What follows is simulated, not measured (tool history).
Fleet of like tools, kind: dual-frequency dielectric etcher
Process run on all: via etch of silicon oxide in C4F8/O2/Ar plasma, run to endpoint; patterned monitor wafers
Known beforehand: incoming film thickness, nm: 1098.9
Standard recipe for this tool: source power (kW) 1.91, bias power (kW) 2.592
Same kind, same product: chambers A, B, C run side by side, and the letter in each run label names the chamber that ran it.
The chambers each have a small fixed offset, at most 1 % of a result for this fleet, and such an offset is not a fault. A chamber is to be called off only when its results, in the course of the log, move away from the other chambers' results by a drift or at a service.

run	hour	source power (kW)	bias power (kW)	endpoint time (s)
1A	6.5	1.91	2.592	205.11
2B	10.9	1.91	2.592	202.69
3C	17.5	1.91	2.592	203.42
4C	22.8	1.91	2.592	204.69
# hour 26.4: chamber B: wet clean of the chamber
5A	29.3	1.91	2.592	203.75
6B	35.5	1.91	2.592	201.64
7A	42.9	1.61	2.592	218.04
8B	49.3	1.61	2.592	216.86
9C	55.4	1.61	2.592	218.43
10A	61.8	1.91	2.949	196.98
11C	68.8	1.91	2.949	194.77
12B	75	1.91	2.949	193.22
13B	82.3	1.91	2.592	205.25
14A	86.2	2.37	2.881	184.32
15C	91.6	2.37	2.881	182.05
16B	96.1	2.37	2.881	180.4
17A	100.7	1.91	2.592	203.49
18C	105.9	1.91	2.592	203.64
19A	112.2	1.91	2.592	204.95
# hour 113.4: chamber A: wet clean of the chamber
20C	118.9	1.91	2.592	201.75
21B	123.7	1.91	2.592	203.75
22A	129.6	1.48	2.592	226.98

Each of the 3 chambers runs these same settings next. Fill in every chamber's results:
23A	135.5	1.91	3.192	?
23B	135.5	1.91	3.192	?
23C	135.5	1.91	3.192	?

run	endpoint time (s)
23A	191.65
23B	189.43
23C	192.13

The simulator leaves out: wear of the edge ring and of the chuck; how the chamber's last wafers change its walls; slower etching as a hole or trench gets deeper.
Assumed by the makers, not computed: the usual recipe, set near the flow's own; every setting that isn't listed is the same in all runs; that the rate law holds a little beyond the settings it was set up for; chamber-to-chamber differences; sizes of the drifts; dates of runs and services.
